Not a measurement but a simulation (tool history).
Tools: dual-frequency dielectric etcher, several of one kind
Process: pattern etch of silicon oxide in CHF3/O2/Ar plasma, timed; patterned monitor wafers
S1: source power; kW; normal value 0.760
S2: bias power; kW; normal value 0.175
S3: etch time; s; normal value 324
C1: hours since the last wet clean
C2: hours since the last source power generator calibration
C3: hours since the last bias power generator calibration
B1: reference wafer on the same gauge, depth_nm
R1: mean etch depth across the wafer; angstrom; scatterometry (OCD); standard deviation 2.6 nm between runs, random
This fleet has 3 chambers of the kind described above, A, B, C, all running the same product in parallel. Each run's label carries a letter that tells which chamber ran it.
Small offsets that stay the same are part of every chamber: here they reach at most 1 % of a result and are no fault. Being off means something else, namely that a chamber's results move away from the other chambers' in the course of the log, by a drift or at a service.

run,day,S1,S2,S3,C1,C2,C3,B1,R1
1C,0.267,0.760,0.175,324,419.7,2251.5,55.5,744.42,6972.8
2A,0.579,0.760,0.175,324,156.5,1012.8,1501.3,744.34,6973.9
3B,0.871,0.760,0.175,324,247.7,844.0,879.6,744.35,6972.0
4A,1.183,0.760,0.175,324,171.0,1027.3,1515.8,744.59,6940.0
5C,1.342,0.760,0.175,324,445.5,2277.3,81.3,744.28,6987.3
6B,1.496,0.760,0.175,373,262.7,859.0,894.6,744.31,8033.7
7B,1.721,0.760,0.175,373,268.1,864.4,900.0,744.53,8032.2
8C,2.000,0.760,0.175,373,461.3,2293.1,97.1,744.04,8026.8
9A,2.254,0.760,0.175,324,196.7,1053.0,1541.5,743.94,6899.0
10B,2.567,0.760,0.175,324,288.4,884.7,920.3,744.29,6968.0
11A,2.862,0.850,0.154,324,211.3,1067.6,1556.1,744.90,6908.0
12C,3.142,0.850,0.154,324,488.7,2320.5,124.5,743.82,6980.3
13C,3.333,0.850,0.154,324,493.3,2325.1,129.1,743.60,6994.7
14B,3.488,0.760,0.175,324,310.5,906.8,942.4,743.47,7004.5
15A,3.775,0.760,0.175,324,233.2,1089.5,1578.0,744.15,6830.0
16B,3.912,0.760,0.175,324,320.7,917.0,952.6,744.41,6945.3
# day 4.067: chamber C: wet clean of the chamber
17C,4.108,0.760,0.190,248,1.0,2343.7,147.7,743.90,5449.2
# day 4.200: chamber B: wet clean of the chamber
18A,4.338,0.760,0.190,248,246.7,1103.0,1591.5,744.62,5303.1
19C,4.658,0.760,0.190,248,14.2,2356.9,160.9,744.68,5503.6
20B,4.846,0.760,0.175,324,15.6,939.4,975.0,744.45,7019.0

All chambers now run identical settings, listed one chamber a line with results as question marks. What results will each chamber show?
21A,5.071,0.670,0.175,324,,,,,?
21B,5.071,0.670,0.175,324,,,,,?
21C,5.071,0.670,0.175,324,,,,,?

run,R1
21A,6461.9
21B,6701.7
21C,6651.5
